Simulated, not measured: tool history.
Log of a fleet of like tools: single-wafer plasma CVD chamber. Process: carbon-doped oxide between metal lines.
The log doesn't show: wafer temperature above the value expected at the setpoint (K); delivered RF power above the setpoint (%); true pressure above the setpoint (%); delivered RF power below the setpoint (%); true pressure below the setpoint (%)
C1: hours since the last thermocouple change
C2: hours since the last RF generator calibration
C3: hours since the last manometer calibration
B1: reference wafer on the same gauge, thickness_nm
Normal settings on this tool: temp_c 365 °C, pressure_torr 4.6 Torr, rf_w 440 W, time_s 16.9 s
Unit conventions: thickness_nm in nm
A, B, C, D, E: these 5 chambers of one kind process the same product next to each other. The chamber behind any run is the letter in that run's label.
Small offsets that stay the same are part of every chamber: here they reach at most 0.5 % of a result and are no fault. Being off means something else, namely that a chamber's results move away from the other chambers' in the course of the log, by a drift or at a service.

{"run": "1A", "hour": 6.9, "temp_c": 365, "pressure_torr": 4.6, "rf_w": 440, "time_s": 16.9, "C1": 862.6, "C2": 2559.9, "C3": 789.9, "B1": 73.505, "thickness_nm": 75.781}
{"run": "2D", "hour": 16.9, "temp_c": 365, "pressure_torr": 4.6, "rf_w": 440, "time_s": 16.9, "C1": 975.1, "C2": 1644.5, "C3": 1489.7, "B1": 73.469, "thickness_nm": 75.588}
{"run": "3E", "hour": 25.7, "temp_c": 365, "pressure_torr": 4.6, "rf_w": 440, "time_s": 16.9, "C1": 1194.6, "C2": 2561.9, "C3": 1680.2, "B1": 73.466, "thickness_nm": 76.318}
{"run": "4B", "hour": 35.8, "temp_c": 365, "pressure_torr": 4.6, "rf_w": 440, "time_s": 16.9, "C1": 592.6, "C2": 1187.0, "C3": 1537.3, "B1": 73.442, "thickness_nm": 75.635}
{"run": "5C", "hour": 46.5, "temp_c": 365, "pressure_torr": 4.6, "rf_w": 440, "time_s": 16.9, "C1": 1281.1, "C2": 72.7, "C3": 2002.9, "B1": 73.429, "thickness_nm": 76.233}
{"run": "6C", "hour": 56.6, "temp_c": 365, "pressure_torr": 4.6, "rf_w": 440, "time_s": 18.4, "C1": 1291.2, "C2": 82.8, "C3": 2013.0, "B1": 73.387, "thickness_nm": 82.668}
{"run": "7A", "hour": 61.5, "temp_c": 365, "pressure_torr": 4.6, "rf_w": 440, "time_s": 18.4, "C1": 917.2, "C2": 2614.5, "C3": 844.5, "B1": 73.406, "thickness_nm": 82.373}
{"run": "8B", "hour": 69.1, "temp_c": 365, "pressure_torr": 4.6, "rf_w": 440, "time_s": 18.4, "C1": 625.9, "C2": 1220.3, "C3": 1570.6, "B1": 73.386, "thickness_nm": 82.188}
{"hour": 69.6, "done": "chamber C: thermocouple changed; heater temperature recalibrated"}
{"run": "9E", "hour": 79.5, "temp_c": 365, "pressure_torr": 4.6, "rf_w": 440, "time_s": 18.4, "C1": 1248.4, "C2": 2615.7, "C3": 1734.0, "B1": 73.387, "thickness_nm": 82.737}
{"run": "10D", "hour": 89.6, "temp_c": 365, "pressure_torr": 4.6, "rf_w": 440, "time_s": 18.4, "C1": 1047.8, "C2": 1717.2, "C3": 1562.4, "B1": 73.326, "thickness_nm": 81.808}
{"run": "11E", "hour": 98.6, "temp_c": 376, "pressure_torr": 4.6, "rf_w": 440, "time_s": 16.9, "C1": 1267.5, "C2": 2634.8, "C3": 1753.1, "B1": 73.321, "thickness_nm": 74.31}
{"hour": 104.2, "done": "chamber D: RF generator calibrated"}
{"run": "12B", "hour": 109.2, "temp_c": 376, "pressure_torr": 4.6, "rf_w": 440, "time_s": 16.9, "C1": 666.0, "C2": 1260.4, "C3": 1610.7, "B1": 73.341, "thickness_nm": 73.552}
{"run": "13D", "hour": 114.6, "temp_c": 376, "pressure_torr": 4.6, "rf_w": 440, "time_s": 16.9, "C1": 1072.8, "C2": 10.5, "C3": 1587.4, "B1": 73.335, "thickness_nm": 73.413}
{"hour": 118.2, "done": "chamber B: RF generator calibrated"}
{"run": "14A", "hour": 124.3, "temp_c": 376, "pressure_torr": 4.6, "rf_w": 440, "time_s": 16.9, "C1": 980.0, "C2": 2677.3, "C3": 907.3, "B1": 73.291, "thickness_nm": 73.834}
{"run": "15C", "hour": 134.5, "temp_c": 376, "pressure_torr": 4.6, "rf_w": 440, "time_s": 16.9, "C1": 65.0, "C2": 160.7, "C3": 2090.9, "B1": 73.278, "thickness_nm": 74.15}
{"run": "16A", "hour": 140.4, "temp_c": 365, "pressure_torr": 4.6, "rf_w": 440, "time_s": 16.9, "C1": 996.1, "C2": 2693.4, "C3": 923.4, "B1": 73.272, "thickness_nm": 75.808}
{"run": "17D", "hour": 150.9, "temp_c": 352, "pressure_torr": 4.6, "rf_w": 440, "time_s": 15.6, "C1": 1109.1, "C2": 46.8, "C3": 1623.7, "B1": 73.263, "thickness_nm": 72.025}
{"run": "18E", "hour": 158.1, "temp_c": 352, "pressure_torr": 4.6, "rf_w": 440, "time_s": 15.6, "C1": 1327.0, "C2": 2694.3, "C3": 1812.6, "B1": 73.244, "thickness_nm": 72.74}
{"run": "19C", "hour": 165.4, "temp_c": 352, "pressure_torr": 4.6, "rf_w": 440, "time_s": 15.6, "C1": 95.9, "C2": 191.6, "C3": 2121.8, "B1": 73.24, "thickness_nm": 72.642}
{"run": "20B", "hour": 171.3, "temp_c": 352, "pressure_torr": 4.6, "rf_w": 440, "time_s": 15.6, "C1": 728.1, "C2": 53.2, "C3": 1672.8, "B1": 73.218, "thickness_nm": 72.183}
{"run": "21B", "hour": 181.9, "temp_c": 352, "pressure_torr": 4.6, "rf_w": 440, "time_s": 15.6, "C1": 738.7, "C2": 63.8, "C3": 1683.4, "B1": 73.208, "thickness_nm": 72.158}
{"run": "22A", "hour": 190.7, "temp_c": 376, "pressure_torr": 4.6, "rf_w": 405, "time_s": 16.9, "C1": 1046.4, "C2": 2743.7, "C3": 973.7, "B1": 73.198, "thickness_nm": 69.286}
{"run": "23E", "hour": 201.0, "temp_c": 376, "pressure_torr": 4.6, "rf_w": 405, "time_s": 16.9, "C1": 1369.9, "C2": 2737.2, "C3": 1855.5, "B1": 73.19, "thickness_nm": 69.715}
{"run": "24C", "hour": 211.9, "temp_c": 376, "pressure_torr": 4.6, "rf_w": 405, "time_s": 16.9, "C1": 142.4, "C2": 238.1, "C3": 2168.3, "B1": 73.165, "thickness_nm": 69.718}
{"run": "25D", "hour": 222.1, "temp_c": 376, "pressure_torr": 4.6, "rf_w": 405, "time_s": 16.9, "C1": 1180.3, "C2": 118.0, "C3": 1694.9, "B1": 73.172, "thickness_nm": 68.941}
{"run": "26A", "hour": 228.3, "temp_c": 376, "pressure_torr": 4.6, "rf_w": 405, "time_s": 16.9, "C1": 1084.0, "C2": 2781.3, "C3": 1011.3, "B1": 73.139, "thickness_nm": 69.217}
{"run": "27B", "hour": 235.1, "temp_c": 365, "pressure_torr": 4.6, "rf_w": 440, "time_s": 16.9, "C1": 791.9, "C2": 117.0, "C3": 1736.6, "B1": 73.137, "thickness_nm": 75.226}
{"run": "28C", "hour": 243.2, "temp_c": 365, "pressure_torr": 4.6, "rf_w": 440, "time_s": 16.9, "C1": 173.7, "C2": 269.4, "C3": 2199.6, "B1": 73.12, "thickness_nm": 75.638}
{"run": "29D", "hour": 254.1, "temp_c": 365, "pressure_torr": 4.6, "rf_w": 440, "time_s": 16.9, "C1": 1212.3, "C2": 150.0, "C3": 1726.9, "B1": 73.092, "thickness_nm": 74.984}
{"run": "30E", "hour": 260.9, "temp_c": 365, "pressure_torr": 4.6, "rf_w": 440, "time_s": 16.9, "C1": 1429.8, "C2": 2797.1, "C3": 1915.4, "B1": 73.095, "thickness_nm": 75.836}
{"run": "31D", "hour": 267.3, "temp_c": 365, "pressure_torr": 4.6, "rf_w": 440, "time_s": 16.9, "C1": 1225.5, "C2": 163.2, "C3": 1740.1, "B1": 73.066, "thickness_nm": 75.103}
{"run": "32E", "hour": 273.8, "temp_c": 365, "pressure_torr": 4.6, "rf_w": 440, "time_s": 16.9, "C1": 1442.7, "C2": 2810.0, "C3": 1928.3, "B1": 73.073, "thickness_nm": 75.882}

The same settings go to every chamber for the next run, one line per chamber below. Forecast the results for each:
{"run": "33A", "hour": 281.8, "temp_c": 365, "pressure_torr": 4.6, "rf_w": 440, "time_s": 16.9, "thickness_nm": "?"}
{"run": "33B", "hour": 281.8, "temp_c": 365, "pressure_torr": 4.6, "rf_w": 440, "time_s": 16.9, "thickness_nm": "?"}
{"run": "33C", "hour": 281.8, "temp_c": 365, "pressure_torr": 4.6, "rf_w": 440, "time_s": 16.9, "thickness_nm": "?"}
{"run": "33D", "hour": 281.8, "temp_c": 365, "pressure_torr": 4.6, "rf_w": 440, "time_s": 16.9, "thickness_nm": "?"}
{"run": "33E", "hour": 281.8, "temp_c": 365, "pressure_torr": 4.6, "rf_w": 440, "time_s": 16.9, "thickness_nm": "?"}

run=33A thickness_nm=75.651
run=33B thickness_nm=75.183
run=33C thickness_nm=75.906
run=33D thickness_nm=75.102
run=33E thickness_nm=75.690
